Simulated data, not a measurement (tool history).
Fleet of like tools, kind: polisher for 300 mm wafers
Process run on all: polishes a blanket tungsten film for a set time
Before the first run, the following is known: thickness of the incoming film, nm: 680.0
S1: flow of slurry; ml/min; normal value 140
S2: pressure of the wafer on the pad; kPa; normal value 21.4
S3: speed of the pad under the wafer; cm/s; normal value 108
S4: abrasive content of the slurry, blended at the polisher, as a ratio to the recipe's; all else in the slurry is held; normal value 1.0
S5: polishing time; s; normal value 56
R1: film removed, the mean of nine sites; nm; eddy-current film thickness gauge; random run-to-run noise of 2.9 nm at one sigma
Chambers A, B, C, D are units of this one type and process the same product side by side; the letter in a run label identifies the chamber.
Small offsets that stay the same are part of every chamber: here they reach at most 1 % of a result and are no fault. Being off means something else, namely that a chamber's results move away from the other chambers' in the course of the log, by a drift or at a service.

-- hour=1.5 chamber D: head pressure recalibrated
run 1C hour=8.9 | S1=140 S2=21.4 S3=108 S4=1.0 S5=56 | R1=227.64
run 2A hour=14.8 | S1=140 S2=21.4 S3=108 S4=1.0 S5=56 | R1=221.19
run 3B hour=23.8 | S1=140 S2=21.4 S3=108 S4=1.0 S5=56 | R1=222.62
-- hour=26.1 chamber D: slurry tank refilled with fresh slurry and peroxide
run 4D hour=29.3 | S1=140 S2=21.4 S3=108 S4=1.0 S5=56 | R1=217.97
run 5D hour=33.8 | S1=140 S2=21.4 S3=108 S4=1.0 S5=56 | R1=221.92
-- hour=38.6 chamber B: slurry tank refilled with fresh slurry and peroxide
-- hour=38.9 chamber D: worn pad replaced by a new one
-- hour=39.5 chamber C: slurry blender recalibrated
run 6A hour=39.9 | S1=140 S2=21.4 S3=108 S4=1.0 S5=56 | R1=220.52
-- hour=42.0 chamber A: worn pad replaced by a new one
-- hour=43.0 chamber B: worn pad replaced by a new one
run 7C hour=46.7 | S1=140 S2=21.4 S3=108 S4=0.9 S5=56 | R1=220.19
run 8B hour=55.3 | S1=140 S2=21.4 S3=108 S4=0.9 S5=56 | R1=218.29
-- hour=57.0 chamber C: worn pad replaced by a new one
-- hour=57.7 chamber A: slurry blender recalibrated
-- hour=58.5 chamber A: slurry tank refilled with fresh slurry and peroxide
run 9C hour=62.2 | S1=140 S2=21.4 S3=108 S4=0.9 S5=56 | R1=222.02
run 10D hour=71.3 | S1=140 S2=21.4 S3=108 S4=0.9 S5=56 | R1=215.14
run 11B hour=78.4 | S1=140 S2=21.4 S3=108 S4=1.0 S5=56 | R1=227.42
-- hour=81.5 chamber D: slurry tank refilled with fresh slurry and peroxide
run 12A hour=83.6 | S1=140 S2=21.4 S3=108 S4=1.0 S5=56 | R1=222.59
-- hour=93.2 chamber D: worn pad replaced by a new one
run 13B hour=93.6 | S1=140 S2=21.4 S3=108 S4=1.0 S5=56 | R1=225.10
run 14C hour=101.2 | S1=140 S2=17.9 S3=108 S4=1.0 S5=73 | R1=250.85
-- hour=102.1 chamber B: slurry blender recalibrated
-- hour=107.4 chamber C: slurry nozzle cleaned
run 15A hour=108.5 | S1=140 S2=17.9 S3=108 S4=1.0 S5=73 | R1=236.86
run 16D hour=114.9 | S1=140 S2=17.9 S3=108 S4=1.0 S5=73 | R1=234.98
run 17C hour=122.9 | S1=140 S2=17.9 S3=108 S4=1.0 S5=73 | R1=244.62
run 18B hour=127.4 | S1=140 S2=21.4 S3=108 S4=1.0 S5=56 | R1=221.58
run 19D hour=137.3 | S1=140 S2=21.4 S3=108 S4=1.0 S5=56 | R1=228.16
-- hour=140.1 chamber D: slurry tank refilled with fresh slurry and peroxide
-- hour=142.4 chamber D: slurry blender recalibrated
run 20A hour=145.1 | S1=140 S2=21.4 S3=108 S4=1.0 S5=56 | R1=222.01
-- hour=147.3 chamber C: slurry tank refilled with fresh slurry and peroxide
-- hour=153.9 chamber B: slurry tank refilled with fresh slurry and peroxide
run 21B hour=154.7 | S1=140 S2=21.4 S3=108 S4=1.0 S5=56 | R1=226.81
-- hour=159.1 chamber D: worn pad replaced by a new one
-- hour=160.3 chamber A: head pressure recalibrated
run 22D hour=160.9 | S1=140 S2=21.4 S3=108 S4=1.0 S5=56 | R1=227.94
-- hour=162.1 chamber A: slurry blender recalibrated
run 23C hour=169.3 | S1=140 S2=21.4 S3=108 S4=1.0 S5=56 | R1=229.72
-- hour=172.2 chamber B: worn pad replaced by a new one
-- hour=173.6 chamber C: worn pad replaced by a new one
run 24A hour=175.4 | S1=140 S2=21.4 S3=108 S4=1.0 S5=56 | R1=220.52
run 25C hour=185.0 | S1=140 S2=21.4 S3=108 S4=1.0 S5=56 | R1=219.58
run 26B hour=193.7 | S1=140 S2=14.5 S3=108 S4=1.0 S5=56 | R1=155.97
-- hour=195.2 chamber D: slurry tank refilled with fresh slurry and peroxide
-- hour=200.5 chamber A: worn pad replaced by a new one
run 27D hour=201.9 | S1=140 S2=14.5 S3=108 S4=1.0 S5=56 | R1=155.33
-- hour=206.7 chamber A: slurry tank refilled with fresh slurry and peroxide
run 28A hour=207.1 | S1=140 S2=14.5 S3=108 S4=1.0 S5=56 | R1=150.86
run 29B hour=212.2 | S1=140 S2=14.5 S3=108 S4=1.0 S5=56 | R1=152.83
run 30D hour=219.0 | S1=140 S2=21.4 S3=108 S4=1.0 S5=56 | R1=220.85
-- hour=219.6 chamber D: worn pad replaced by a new one
-- hour=220.0 chamber C: slurry blender recalibrated
run 31C hour=229.2 | S1=140 S2=21.4 S3=108 S4=1.0 S5=56 | R1=232.24
-- hour=234.8 chamber B: slurry blender recalibrated
run 32A hour=238.3 | S1=140 S2=28.3 S3=108 S4=1.3 S5=56 | R1=313.84
run 33B hour=245.5 | S1=140 S2=28.3 S3=108 S4=1.3 S5=56 | R1=319.00
run 34D hour=254.6 | S1=140 S2=28.3 S3=108 S4=1.3 S5=56 | R1=311.14
run 35C hour=259.8 | S1=140 S2=28.3 S3=108 S4=1.3 S5=56 | R1=312.69
run 36A hour=267.7 | S1=140 S2=21.4 S3=108 S4=1.0 S5=56 | R1=222.45

Is one chamber out of step, is the gauge drifting, or do the chambers differ by no more than their own small offsets? For an off chamber, give its letter and the likeliest cause.

Nothing is wrong: each chamber keeps only its own small, steady offset and the gauge holds still.
